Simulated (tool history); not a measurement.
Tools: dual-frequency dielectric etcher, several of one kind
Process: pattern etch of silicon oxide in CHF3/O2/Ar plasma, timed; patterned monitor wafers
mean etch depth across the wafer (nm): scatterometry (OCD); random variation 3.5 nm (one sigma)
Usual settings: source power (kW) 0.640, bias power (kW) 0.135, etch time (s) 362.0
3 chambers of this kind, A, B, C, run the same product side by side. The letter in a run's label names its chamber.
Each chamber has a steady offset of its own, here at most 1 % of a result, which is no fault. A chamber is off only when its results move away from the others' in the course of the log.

run,day,source power (kW),bias power (kW),etch time (s),"read-back reference wafer on the same gauge, depth_nm",mean etch depth across the wafer (nm)
1A,0.225,0.640,0.135,362.0,579.53,671.55
# day 0.242: chamber C: source power generator calibrated
2B,0.425,0.640,0.135,362.0,580.07,658.31
3C,0.808,0.640,0.135,362.0,579.74,661.08
4B,1.067,0.640,0.135,362.0,579.03,656.87
5A,1.400,0.640,0.135,362.0,579.98,672.15
6C,1.629,0.640,0.135,362.0,579.65,661.62
7C,1.908,0.640,0.135,362.0,580.46,660.38
8B,2.192,0.790,0.135,407.0,579.53,807.04
9A,2.379,0.790,0.135,407.0,580.50,818.38
10A,2.550,0.790,0.135,407.0,580.23,820.05
11C,2.829,0.640,0.135,362.0,580.53,663.85
12B,3.200,0.640,0.135,362.0,580.44,658.32
13A,3.496,0.640,0.135,362.0,580.08,665.52
14B,3.817,0.640,0.135,362.0,580.09,664.36
15C,4.083,0.640,0.135,362.0,579.63,662.15
16C,4.467,0.640,0.135,362.0,580.10,660.56
17B,4.646,0.640,0.154,327.5,580.34,629.65
18A,4.862,0.640,0.154,327.5,581.04,626.90
19B,5.108,0.640,0.154,327.5,580.37,620.10
20C,5.400,0.640,0.135,362.0,579.75,651.30
21A,5.604,0.640,0.135,362.0,580.17,667.87
# day 5.725: chamber B: wet clean of the chamber
22C,5.900,0.640,0.135,362.0,580.19,662.40
23B,6.117,0.640,0.135,362.0,579.91,696.09
24A,6.358,0.640,0.135,457.5,579.12,840.37
25A,6.550,0.640,0.135,457.5,580.23,841.69
26C,6.721,0.640,0.135,457.5,579.76,835.73
27B,6.946,0.640,0.135,362.0,579.74,696.04
28B,7.267,0.640,0.135,362.0,579.72,699.41
29C,7.433,0.640,0.135,362.0,579.87,667.54
30A,7.767,0.640,0.135,362.0,579.95,669.79
31C,8.092,0.640,0.135,362.0,580.34,657.49
32A,8.342,0.640,0.135,362.0,580.17,662.61
33B,8.583,0.640,0.135,362.0,579.70,693.87
34C,8.925,0.640,0.135,362.0,579.85,655.48
35B,9.112,0.640,0.135,362.0,579.50,693.97
36A,9.475,0.640,0.135,362.0,580.97,665.90
# day 9.600: chamber A: wet clean of the chamber
37A,9.742,0.640,0.135,362.0,580.47,670.09
38C,9.908,0.640,0.135,362.0,579.90,659.41
39B,10.258,0.640,0.135,362.0,579.76,691.34
40B,10.629,0.580,0.149,362.0,579.70,691.66
41C,10.804,0.580,0.149,362.0,581.09,656.65

Is one chamber off against the others, does the gauge drift, or is nothing wrong? If a chamber is off, say which, and what the likeliest cause is.

A service left chamber B off against the others.
Cause: etch rate over this chamber's usual, % = 4.8.

Here are 4 candidates for chamber B's next run, each the usual settings with a change, their results left as question marks. Which one brings its results back in line with what the others give on the usual settings?
In line means no further than this from the other chambers' mean on the usual settings: mean etch depth across the wafer (nm) 12.00
42B-1,11.079,0.640,0.135,366.0,,?
42B-2,11.079,0.640,0.135,358.0,,?
42B-3,11.079,0.640,0.135,346.0,,?
42B-4,11.079,0.710,0.135,362.0,,?

The other chambers' mean on the usual settings: mean etch depth across the wafer (nm) 664.49
run,mean etch depth across the wafer (nm)
42B-1,701.22
42B-2,685.90
42B-3,662.91
42B-4,721.95
42B-3 brings the chamber back in line.

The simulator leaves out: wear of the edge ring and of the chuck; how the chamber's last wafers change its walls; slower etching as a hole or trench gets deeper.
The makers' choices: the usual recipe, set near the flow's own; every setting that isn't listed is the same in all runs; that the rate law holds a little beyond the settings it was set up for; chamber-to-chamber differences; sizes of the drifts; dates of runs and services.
